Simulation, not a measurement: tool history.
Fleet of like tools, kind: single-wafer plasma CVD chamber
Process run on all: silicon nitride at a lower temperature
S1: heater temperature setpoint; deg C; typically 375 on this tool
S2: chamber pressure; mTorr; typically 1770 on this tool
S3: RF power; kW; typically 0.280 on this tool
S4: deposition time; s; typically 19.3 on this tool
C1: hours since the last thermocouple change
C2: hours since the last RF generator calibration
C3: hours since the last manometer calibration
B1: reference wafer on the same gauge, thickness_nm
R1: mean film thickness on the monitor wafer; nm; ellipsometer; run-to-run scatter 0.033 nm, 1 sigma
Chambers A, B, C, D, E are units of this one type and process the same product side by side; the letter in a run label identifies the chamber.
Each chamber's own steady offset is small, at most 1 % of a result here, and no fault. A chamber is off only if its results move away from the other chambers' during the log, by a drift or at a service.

| run | hour | S1 | S2 | S3 | S4 | C1 | C2 | C3 | B1 | R1 |
|---|---|---|---|---|---|---|---|---|---|---|
|  | 1.6 | chamber E: capacitance manometer re-zeroed and calibrated |
| 1E | 7.4 | 375 | 1770 | 0.280 | 19.3 | 90.3 | 423.5 | 5.9 | 22.393 | 22.027 |
| 2D | 17.0 | 375 | 1770 | 0.280 | 19.3 | 1176.6 | 1694.6 | 617.1 | 22.392 | 22.016 |
| 3A | 25.9 | 375 | 1770 | 0.280 | 19.3 | 438.1 | 724.2 | 36.1 | 22.389 | 21.992 |
| 4C | 32.2 | 375 | 1770 | 0.280 | 19.3 | 234.7 | 926.3 | 671.6 | 22.386 | 22.055 |
| 5B | 40.3 | 375 | 1770 | 0.280 | 19.3 | 189.6 | 297.7 | 809.8 | 22.376 | 21.883 |
| 6D | 51.7 | 375 | 1770 | 0.280 | 19.3 | 1211.3 | 1729.3 | 651.8 | 22.368 | 22.056 |
| 7B | 57.4 | 387 | 1770 | 0.280 | 19.3 | 206.7 | 314.8 | 826.9 | 22.369 | 21.753 |
| 8C | 67.7 | 387 | 1770 | 0.280 | 19.3 | 270.2 | 961.8 | 707.1 | 22.366 | 21.905 |
| 9E | 77.5 | 387 | 1770 | 0.280 | 19.3 | 160.4 | 493.6 | 76.0 | 22.370 | 21.918 |
|  | 77.7 | chamber D: RF generator calibrated |
| 10A | 83.0 | 387 | 1770 | 0.280 | 19.3 | 495.2 | 781.3 | 93.2 | 22.359 | 21.767 |
| 11B | 88.4 | 387 | 1770 | 0.280 | 19.3 | 237.7 | 345.8 | 857.9 | 22.353 | 21.784 |
| 12E | 98.4 | 375 | 1770 | 0.280 | 19.3 | 181.3 | 514.5 | 96.9 | 22.355 | 22.005 |
| 13A | 104.2 | 375 | 1770 | 0.280 | 19.3 | 516.4 | 802.5 | 114.4 | 22.346 | 21.852 |
| 14C | 109.9 | 375 | 2030 | 0.280 | 19.3 | 312.4 | 1004.0 | 749.3 | 22.346 | 22.773 |
| 15D | 117.3 | 375 | 2030 | 0.280 | 19.3 | 1276.9 | 39.6 | 717.4 | 22.345 | 22.901 |
| 16B | 125.6 | 375 | 2030 | 0.280 | 19.3 | 274.9 | 383.0 | 895.1 | 22.341 | 22.774 |
| 17A | 132.6 | 375 | 2030 | 0.280 | 19.3 | 544.8 | 830.9 | 142.8 | 22.341 | 22.657 |
| 18E | 143.0 | 375 | 2030 | 0.280 | 19.3 | 225.9 | 559.1 | 141.5 | 22.336 | 22.809 |
| 19C | 155.1 | 375 | 1770 | 0.280 | 19.3 | 357.6 | 1049.2 | 794.5 | 22.322 | 21.961 |
| 20D | 163.9 | 375 | 1770 | 0.280 | 19.3 | 1323.5 | 86.2 | 764.0 | 22.326 | 22.028 |
| 21B | 174.9 | 375 | 1770 | 0.280 | 19.3 | 324.2 | 432.3 | 944.4 | 22.325 | 21.798 |
| 22E | 185.8 | 375 | 1770 | 0.280 | 19.3 | 268.7 | 601.9 | 184.3 | 22.314 | 21.907 |
| 23C | 194.1 | 375 | 1770 | 0.280 | 19.3 | 396.6 | 1088.2 | 833.5 | 22.303 | 21.908 |
| 24A | 203.0 | 375 | 1770 | 0.280 | 19.3 | 615.2 | 901.3 | 213.2 | 22.312 | 21.874 |
| 25D | 210.2 | 375 | 1770 | 0.280 | 19.3 | 1369.8 | 132.5 | 810.3 | 22.297 | 22.005 |
| 26D | 218.4 | 375 | 1770 | 0.280 | 19.3 | 1378.0 | 140.7 | 818.5 | 22.302 | 21.979 |
| 27E | 224.3 | 375 | 1770 | 0.280 | 19.3 | 307.2 | 640.4 | 222.8 | 22.294 | 21.895 |
| 28A | 232.3 | 388 | 1770 | 0.280 | 20.9 | 644.5 | 930.6 | 242.5 | 22.291 | 23.530 |
| 29C | 238.2 | 388 | 1770 | 0.280 | 20.9 | 440.7 | 1132.3 | 877.6 | 22.288 | 23.615 |
| 30B | 244.9 | 388 | 1770 | 0.280 | 20.9 | 394.2 | 502.3 | 1014.4 | 22.278 | 23.533 |
| 31B | 253.8 | 388 | 1770 | 0.280 | 20.9 | 403.1 | 511.2 | 1023.3 | 22.270 | 23.504 |
| 32E | 265.7 | 388 | 1770 | 0.280 | 20.9 | 348.6 | 681.8 | 264.2 | 22.270 | 23.565 |
| 33D | 276.1 | 375 | 1770 | 0.280 | 19.3 | 1435.7 | 198.4 | 876.2 | 22.275 | 21.954 |
| 34A | 281.6 | 375 | 1770 | 0.280 | 19.3 | 693.8 | 979.9 | 291.8 | 22.263 | 21.779 |

One chamber off, gauge drift, or nothing amiss beyond the chambers' own small offsets? If it is a chamber, which one, and what is the likeliest cause?

No chamber is off; the gauge reading every chamber's wafers drifts, which makes the whole fleet appear to move together.
Cause: gauge reads low (%) = 0.62.

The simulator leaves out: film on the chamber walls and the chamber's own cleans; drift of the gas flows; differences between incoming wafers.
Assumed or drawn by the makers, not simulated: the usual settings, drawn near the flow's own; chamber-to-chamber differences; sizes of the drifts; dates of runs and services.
